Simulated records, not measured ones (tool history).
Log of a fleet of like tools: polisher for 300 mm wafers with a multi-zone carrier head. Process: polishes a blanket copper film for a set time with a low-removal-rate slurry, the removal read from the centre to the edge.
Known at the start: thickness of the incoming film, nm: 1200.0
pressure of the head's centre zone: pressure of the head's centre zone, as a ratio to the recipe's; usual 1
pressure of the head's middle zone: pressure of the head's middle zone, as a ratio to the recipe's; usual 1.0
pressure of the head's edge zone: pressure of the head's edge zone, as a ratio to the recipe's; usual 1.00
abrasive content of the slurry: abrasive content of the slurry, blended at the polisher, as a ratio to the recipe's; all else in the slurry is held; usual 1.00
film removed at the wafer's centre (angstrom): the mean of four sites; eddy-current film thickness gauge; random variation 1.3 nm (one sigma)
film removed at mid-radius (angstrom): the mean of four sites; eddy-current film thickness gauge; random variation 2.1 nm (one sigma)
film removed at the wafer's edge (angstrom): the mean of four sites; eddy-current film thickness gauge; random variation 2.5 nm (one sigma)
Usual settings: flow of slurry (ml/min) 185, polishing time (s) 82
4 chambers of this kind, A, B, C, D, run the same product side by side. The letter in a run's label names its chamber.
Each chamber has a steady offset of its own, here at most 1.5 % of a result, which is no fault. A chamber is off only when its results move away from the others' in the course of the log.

run	hour	flow of slurry (ml/min)	pressure of the head's centre zone	pressure of the head's middle zone	pressure of the head's edge zone	abrasive content of the slurry	polishing time (s)	wafers polished on this pad	hours since the slurry nozzle was cleaned	hours since the centre zone pressure was calibrated	hours since the edge zone pressure was calibrated	film removed at the wafer's centre (angstrom)	film removed at mid-radius (angstrom)	film removed at the wafer's edge (angstrom)
1A	5.2	185	1	1.0	1.00	1.00	82	380	360.6	408.1	118.6	1612.4	1637.6	1604.9
2C	10.7	185	1	1.0	1.00	1.00	82	1063	386.9	167.6	388.1	1645.5	1665.2	1624.7
3B	14.4	185	1	1.0	1.00	1.00	82	931	147.3	854.2	134.8	1616.8	1659.8	1641.5
4D	17.4	185	1	1.0	1.00	1.00	82	525	95.5	479.1	1058.9	1629.7	1646.5	1611.0
# hour 21.8: chamber B: worn pad replaced by a new one
5B	22.4	185	1	1.0	0.94	1.00	71	5	155.3	862.2	142.8	1388.2	1408.1	1370.9
6A	25.1	185	1	1.0	0.94	1.00	71	534	380.5	428.0	138.5	1393.7	1408.6	1378.0
7D	28.0	185	1	1.0	0.94	1.00	71	607	106.1	489.7	1069.5	1418.8	1418.1	1352.9
8C	30.5	185	1	1.0	0.94	1.00	71	1216	406.7	187.4	407.9	1407.2	1422.2	1348.6
# hour 34.7: chamber C: worn pad replaced by a new one
9A	34.8	185	1	1.0	1.00	1.00	82	610	390.2	437.7	148.2	1608.8	1615.1	1638.8
# hour 35.2: chamber A: worn pad replaced by a new one
10B	38.0	185	1	1.0	1.00	1.00	82	126	170.9	877.8	158.4	1628.6	1638.2	1641.4
# hour 41.5: chamber A: centre zone pressure recalibrated
11C	43.0	185	1	1.0	1.00	1.00	82	64	419.2	199.9	420.4	1657.6	1669.5	1665.3
12D	47.4	185	1	1.0	1.00	1.00	82	758	125.5	509.1	1088.9	1647.3	1599.2	1616.5
13D	50.9	185	1	1.0	1.00	1.00	82	785	129.0	512.6	1092.4	1628.7	1680.6	1590.2
14B	55.0	185	1	1.0	1.00	1.00	82	258	187.9	894.8	175.4	1626.7	1622.3	1665.8
15A	58.9	185	1	1.0	1.00	1.00	82	184	414.3	17.4	172.3	1591.6	1603.2	1633.4
16C	63.9	185	1	1.0	1.00	1.00	82	226	440.1	220.8	441.3	1611.2	1666.2	1679.6
17A	67.6	185	1	1.0	1.00	1.00	82	251	423.0	26.1	181.0	1582.1	1643.2	1666.4
18C	71.3	185	1	1.0	1.00	0.90	82	284	447.5	228.2	448.7	1585.8	1612.1	1545.4
19D	73.8	185	1	1.0	1.00	0.90	82	962	151.9	535.5	1115.3	1610.8	1651.9	1603.9
20B	77.0	185	1	1.0	1.00	0.90	82	428	209.9	916.8	197.4	1602.5	1573.4	1670.2
21B	80.4	185	1	1.0	1.00	0.90	82	454	213.3	920.2	200.8	1605.9	1597.4	1566.0
22A	86.1	185	1	1.0	1.00	1.00	82	394	441.5	44.6	199.5	1624.7	1662.8	1624.5
23D	90.6	185	1	1.0	1.00	1.00	82	1093	168.7	552.3	1132.1	1642.4	1638.5	1587.8
# hour 90.7: chamber D: worn pad replaced by a new one
24C	94.2	185	1	1.0	1.00	1.00	82	461	470.4	251.1	471.6	1587.8	1648.6	1658.1
25B	97.6	185	1	1.0	1.00	1.00	82	588	230.5	937.4	218.0	1613.7	1622.4	1601.8
26A	101.5	185	1	1.0	1.00	1.00	82	514	456.9	60.0	214.9	1599.2	1619.9	1606.6
27D	105.4	185	1	1.0	1.00	1.00	82	114	183.5	567.1	1146.9	1649.0	1666.2	1641.4
# hour 106.2: chamber A: worn pad replaced by a new one
28C	109.3	185	1	1.0	1.00	1.00	82	578	485.5	266.2	486.7	1570.1	1618.0	1642.7
29A	114.6	185	1	1.0	1.00	1.00	82	65	470.0	73.1	228.0	1634.6	1649.6	1622.8
30D	119.3	185	1	1.1	1.00	0.75	82	222	197.4	581.0	1160.8	1541.0	1711.6	1526.4
# hour 121.2: chamber C: slurry nozzle cleaned
31C	122.6	185	1	1.1	1.00	0.75	82	681	1.5	279.5	500.0	1489.1	1666.0	1571.6
32B	125.0	185	1	1.1	1.00	0.75	82	800	257.9	964.8	245.4	1544.6	1709.1	1536.4

What goes on in this fleet: one chamber off, a drifting gauge, or nothing beyond the chambers' own small offsets? Name the chamber and the cause, if any.

Chamber C drifts away from the others.
Cause: centre zone's pressure below its setpoint, % = 5.29.

Here are 4 candidates for chamber C's next run, each the usual settings with a change, their results left as question marks. Which one brings its results back in line with what the others give on the usual settings?
In line means no further than this from the other chambers' mean on the usual settings: film removed at the wafer's centre (angstrom) 46.0; film removed at mid-radius (angstrom) 73.0; film removed at the wafer's edge (angstrom) 85.0
33C-1	129.1	180	0.91	1.01	1.03	1.00	82					?	?	?
33C-2	129.1	180	0.96	1.01	1.02	1.00	82					?	?	?
33C-3	129.1	190	1.04	0.99	0.98	1.00	82					?	?	?
33C-4	129.1	190	1.09	0.99	0.97	1.00	82					?	?	?

The other chambers' mean on the usual settings: film removed at the wafer's centre (angstrom) 1626.5; film removed at mid-radius (angstrom) 1641.7; film removed at the wafer's edge (angstrom) 1628.8
run	film removed at the wafer's centre (angstrom)	film removed at mid-radius (angstrom)	film removed at the wafer's edge (angstrom)
33C-1	1399.1	1662.7	1666.3
33C-2	1483.3	1662.3	1657.6
33C-3	1632.9	1645.3	1633.5
33C-4	1717.9	1644.9	1624.8
33C-3 brings the chamber back in line.
